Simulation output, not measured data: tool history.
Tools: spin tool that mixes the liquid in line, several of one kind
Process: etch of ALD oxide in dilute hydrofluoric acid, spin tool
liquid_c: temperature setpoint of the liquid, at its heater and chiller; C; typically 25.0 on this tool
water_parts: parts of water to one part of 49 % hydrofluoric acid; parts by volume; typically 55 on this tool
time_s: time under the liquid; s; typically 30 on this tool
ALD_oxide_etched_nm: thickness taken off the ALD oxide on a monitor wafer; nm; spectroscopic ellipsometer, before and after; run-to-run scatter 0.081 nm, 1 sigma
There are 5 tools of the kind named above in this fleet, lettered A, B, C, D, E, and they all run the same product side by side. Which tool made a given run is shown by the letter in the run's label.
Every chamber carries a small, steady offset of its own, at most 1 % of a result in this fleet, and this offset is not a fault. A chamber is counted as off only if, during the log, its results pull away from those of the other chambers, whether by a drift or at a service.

run,hour,liquid_c,water_parts,time_s,"read-back film thickness of the ALD oxide reference wafer, read on the same gauge (nm)",ALD_oxide_etched_nm
1E,10.6,25.0,55,30,120.02,10.764
2B,20.6,25.0,55,30,119.98,11.048
3D,31.8,25.0,55,30,120.00,10.968
4A,40.3,25.0,55,30,120.05,10.943
# hour 44.3: chamber B: hydrofluoric acid flow meter replaced
5C,51.5,25.0,55,30,120.00,10.816
6D,62.0,25.0,55,30,119.96,10.799
7A,71.5,27.5,55,30,120.02,12.046
8B,82.3,27.5,55,30,119.97,12.138
9E,90.3,27.5,55,30,119.98,11.920
10C,101.0,27.5,55,30,120.02,11.793
11C,112.2,27.5,55,30,120.03,12.175
12D,120.1,25.0,55,30,120.01,10.889
13B,129.8,25.0,55,30,120.03,10.887
14E,135.3,25.0,55,30,120.02,10.831
15A,145.5,25.0,55,30,120.02,10.650
16C,155.5,25.0,55,30,120.02,10.914
# hour 158.2: chamber A: hydrofluoric acid flow meter replaced
17A,160.8,25.0,25,15,119.98,12.226
18D,166.6,25.0,25,15,120.00,12.630
19B,172.9,25.0,25,15,120.02,12.440
20E,183.4,25.0,25,15,120.00,12.348
# hour 184.2: chamber E: hydrofluoric acid flow meter replaced
21C,190.3,25.0,25,15,120.01,12.664
22D,195.3,25.0,55,50,119.99,17.981
23B,203.9,25.0,55,50,119.96,18.460
24E,214.6,25.0,55,50,120.03,17.875
# hour 215.4: chamber C: hydrofluoric acid flow meter replaced
25A,224.0,25.0,55,50,120.03,17.447
26D,233.2,25.0,55,50,119.99,17.934
27E,244.1,25.0,55,30,120.00,10.779
28B,254.2,25.0,55,30,120.01,10.810
29C,260.8,25.0,55,30,120.03,10.816
30A,265.9,25.0,55,30,119.96,10.331
31E,276.6,25.0,55,30,120.00,10.614
32A,285.0,25.0,55,30,119.99,10.262
33D,294.5,25.0,55,30,120.01,10.894

Predict what each chamber gives when all 5 of them run the settings below next.
34A,302.6,25.0,55,50,,?
34B,302.6,25.0,55,50,,?
34C,302.6,25.0,55,50,,?
34D,302.6,25.0,55,50,,?
34E,302.6,25.0,55,50,,?

run,ALD_oxide_etched_nm
34A,16.909
34B,18.228
34C,18.066
34D,18.156
34E,18.109
